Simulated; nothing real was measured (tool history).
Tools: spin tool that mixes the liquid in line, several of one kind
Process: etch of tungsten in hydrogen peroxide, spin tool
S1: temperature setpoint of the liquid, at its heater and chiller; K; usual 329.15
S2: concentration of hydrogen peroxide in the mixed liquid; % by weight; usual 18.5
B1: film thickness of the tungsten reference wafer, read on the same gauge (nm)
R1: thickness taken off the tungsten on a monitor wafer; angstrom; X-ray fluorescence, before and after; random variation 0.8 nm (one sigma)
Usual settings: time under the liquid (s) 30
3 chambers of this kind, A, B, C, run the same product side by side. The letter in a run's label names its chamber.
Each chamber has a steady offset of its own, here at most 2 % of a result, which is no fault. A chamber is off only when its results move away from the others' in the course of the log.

{"day": 0.362, "done": "chamber B: peroxide flow meter replaced"}
{"run": "1B", "day": 0.396, "S1": 329.15, "S2": 18.5, "time under the liquid (s)": 30, "B1": 80.038, "R1": 1160.3}
{"run": "2A", "day": 0.758, "S1": 329.15, "S2": 18.5, "time under the liquid (s)": 30, "B1": 80.016, "R1": 1166}
{"run": "3C", "day": 0.975, "S1": 329.15, "S2": 18.5, "time under the liquid (s)": 30, "B1": 79.982, "R1": 1180.8}
{"run": "4A", "day": 1.229, "S1": 329.15, "S2": 18.5, "time under the liquid (s)": 30, "B1": 79.971, "R1": 1156.6}
{"run": "5C", "day": 1.612, "S1": 325.65, "S2": 18.5, "time under the liquid (s)": 30, "B1": 80.038, "R1": 964.86}
{"run": "6B", "day": 1.821, "S1": 325.65, "S2": 18.5, "time under the liquid (s)": 30, "B1": 80.048, "R1": 947.78}
{"day": 1.858, "done": "chamber A: new drum of peroxide connected"}
{"run": "7B", "day": 2.246, "S1": 325.65, "S2": 18.5, "time under the liquid (s)": 30, "B1": 80.013, "R1": 945.62}
{"run": "8A", "day": 2.55, "S1": 329.15, "S2": 18.5, "time under the liquid (s)": 30, "B1": 79.994, "R1": 1167}
{"run": "9C", "day": 2.958, "S1": 329.15, "S2": 18.5, "time under the liquid (s)": 30, "B1": 79.974, "R1": 1174.3}
{"run": "10B", "day": 3.154, "S1": 329.15, "S2": 18.5, "time under the liquid (s)": 30, "B1": 80.003, "R1": 1163.9}
{"run": "11C", "day": 3.421, "S1": 329.15, "S2": 18.5, "time under the liquid (s)": 30, "B1": 80.027, "R1": 1178.3}
{"run": "12A", "day": 3.825, "S1": 329.15, "S2": 18.5, "time under the liquid (s)": 30, "B1": 79.994, "R1": 1162.9}
{"run": "13C", "day": 4.2, "S1": 329.15, "S2": 22.5, "time under the liquid (s)": 15, "B1": 80.008, "R1": 634.58}
{"run": "14A", "day": 4.562, "S1": 329.15, "S2": 22.5, "time under the liquid (s)": 15, "B1": 80.038, "R1": 651.4}
{"run": "15B", "day": 5.012, "S1": 329.15, "S2": 22.5, "time under the liquid (s)": 15, "B1": 79.956, "R1": 636.43}
{"day": 5.262, "done": "chamber C: peroxide flow meter replaced"}
{"run": "16C", "day": 5.438, "S1": 329.15, "S2": 18.5, "time under the liquid (s)": 30, "B1": 79.958, "R1": 1133.3}
{"run": "17A", "day": 5.688, "S1": 329.15, "S2": 18.5, "time under the liquid (s)": 30, "B1": 79.98, "R1": 1185.6}
{"run": "18B", "day": 5.996, "S1": 329.15, "S2": 18.5, "time under the liquid (s)": 30, "B1": 80.011, "R1": 1156.3}
{"run": "19C", "day": 6.262, "S1": 329.15, "S2": 18.5, "time under the liquid (s)": 30, "B1": 80.02, "R1": 1117.4}
{"run": "20B", "day": 6.525, "S1": 329.15, "S2": 18.5, "time under the liquid (s)": 30, "B1": 79.99, "R1": 1159.4}
{"run": "21A", "day": 6.808, "S1": 329.15, "S2": 18.5, "time under the liquid (s)": 30, "B1": 80.012, "R1": 1161.6}
{"run": "22B", "day": 7.058, "S1": 329.15, "S2": 23.5, "time under the liquid (s)": 30, "B1": 80.015, "R1": 1298.3}
{"run": "23C", "day": 7.483, "S1": 329.15, "S2": 23.5, "time under the liquid (s)": 30, "B1": 79.995, "R1": 1244}
{"run": "24A", "day": 7.925, "S1": 329.15, "S2": 23.5, "time under the liquid (s)": 30, "B1": 79.925, "R1": 1336.5}
{"run": "25A", "day": 8.312, "S1": 329.15, "S2": 18.5, "time under the liquid (s)": 30, "B1": 79.993, "R1": 1183}
{"run": "26B", "day": 8.638, "S1": 329.15, "S2": 18.5, "time under the liquid (s)": 30, "B1": 79.96, "R1": 1162.5}
{"run": "27C", "day": 8.933, "S1": 329.15, "S2": 18.5, "time under the liquid (s)": 30, "B1": 79.996, "R1": 1094.2}
{"run": "28B", "day": 9.292, "S1": 329.15, "S2": 18.5, "time under the liquid (s)": 30, "B1": 79.983, "R1": 1159.1}
{"run": "29C", "day": 9.662, "S1": 329.15, "S2": 16.5, "time under the liquid (s)": 30, "B1": 80.01, "R1": 1021.1}

Next, every chamber runs the same settings. What will each give?
{"run": "30A", "day": 9.983, "S1": 329.15, "S2": 18.5, "time under the liquid (s)": 30, "R1": "?"}
{"run": "30B", "day": 9.983, "S1": 329.15, "S2": 18.5, "time under the liquid (s)": 30, "R1": "?"}
{"run": "30C", "day": 9.983, "S1": 329.15, "S2": 18.5, "time under the liquid (s)": 30, "R1": "?"}

run=30A R1=1160.3
run=30B R1=1163.4
run=30C R1=1072.4

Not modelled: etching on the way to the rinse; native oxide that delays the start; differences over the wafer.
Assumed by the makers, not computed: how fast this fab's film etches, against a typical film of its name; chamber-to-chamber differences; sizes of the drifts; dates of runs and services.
